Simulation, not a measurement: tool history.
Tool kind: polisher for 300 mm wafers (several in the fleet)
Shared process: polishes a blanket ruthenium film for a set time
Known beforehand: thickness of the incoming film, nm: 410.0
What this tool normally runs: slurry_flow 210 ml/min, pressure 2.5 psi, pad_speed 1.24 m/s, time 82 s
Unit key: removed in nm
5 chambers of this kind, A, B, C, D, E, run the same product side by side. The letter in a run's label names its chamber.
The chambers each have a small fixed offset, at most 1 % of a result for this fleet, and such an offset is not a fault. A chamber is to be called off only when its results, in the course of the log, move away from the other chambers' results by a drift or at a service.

run,hour,slurry_flow,pressure,pad_speed,time,removed
1C,9,210,2.5,1.24,82,137.38
2B,21.1,210,2.5,1.24,82,135.6
3E,30.5,210,2.5,1.24,82,132.81
# hour 34.5: chamber A: slurry nozzle cleaned
4A,39.5,210,2.5,1.24,82,143.76
# hour 43.8: chamber D: slurry nozzle cleaned
# hour 48: chamber E: slurry nozzle cleaned
5D,53.5,210,2.5,1.24,82,136.57
6D,65.3,210,2.5,1.24,82,135.62
7E,78.1,145,2.5,1.24,109,170.36
# hour 78.7: chamber D: worn pad replaced by a new one
8B,87.3,145,2.5,1.24,109,173.42
# hour 91.3: chamber E: worn pad replaced by a new one
9C,98.3,145,2.5,1.24,109,168.52
10A,107.4,145,2.5,1.24,109,168.56
11E,114.3,145,2.5,1.24,109,167.81
# hour 116.9: chamber C: worn pad replaced by a new one
12B,125.2,210,2.5,1.24,82,134.86
13A,135.4,210,2.5,1.24,82,136.68
14C,144,210,2.5,1.24,82,135.33
15D,153,275,2.5,1.24,108,180
# hour 160.4: chamber B: worn pad replaced by a new one
# hour 163.5: chamber E: head pressure recalibrated
16B,166.2,275,2.5,1.24,108,185.93
17C,175.6,275,2.5,1.24,108,186.45
18D,190.5,275,2.5,1.24,108,183.7
19E,202.5,275,2.5,1.24,108,178.21
# hour 212.4: chamber B: slurry nozzle cleaned
20A,213.8,210,2.5,1.24,82,131.4
21B,225.9,210,2.5,1.24,82,139.67
22A,236.2,210,2.5,1.24,82,126.67
23C,242.9,210,2.5,1.24,82,134
# hour 243.3: chamber D: worn pad replaced by a new one
24D,249.4,210,2.5,1.24,82,137.84
25E,256.1,210,2.5,1.24,82,133.08
26C,268.2,210,2.5,1.24,82,137.32
27A,277.7,210,2.5,1.24,82,131.22
# hour 282.3: chamber D: head pressure recalibrated
# hour 285: chamber D: slurry nozzle cleaned
# hour 285.3: chamber E: slurry nozzle cleaned
28B,288.3,210,2.5,1.24,82,134.57
# hour 290.8: chamber C: head pressure recalibrated
# hour 292.9: chamber E: worn pad replaced by a new one
29E,300.7,210,2.5,1.24,82,136.19
# hour 310.4: chamber C: worn pad replaced by a new one
30D,312.4,210,2.5,1.24,82,136
31E,321.3,210,3.3,1.24,65,141.1
32D,332.6,210,3.3,1.24,65,144.71
33B,341.6,210,3.3,1.24,65,138.58
34C,350.2,210,3.3,1.24,65,140.96
35A,362.2,210,3.3,1.24,65,130.27
36A,370.8,210,2.5,1.24,82,125.05
37D,377.4,210,2.5,1.24,82,137.5
# hour 385: chamber B: worn pad replaced by a new one
38E,388.2,210,2.5,1.24,82,136.76
39B,400.1,210,2.2,1.24,82,120.46

Each of the 5 chambers runs these same settings next. Fill in every chamber's results:
40A,410.8,210,2.5,1.24,82,?
40B,410.8,210,2.5,1.24,82,?
40C,410.8,210,2.5,1.24,82,?
40D,410.8,210,2.5,1.24,82,?
40E,410.8,210,2.5,1.24,82,?

run,removed
40A,120.61
40B,136.21
40C,135.09
40D,138.56
40E,136.16
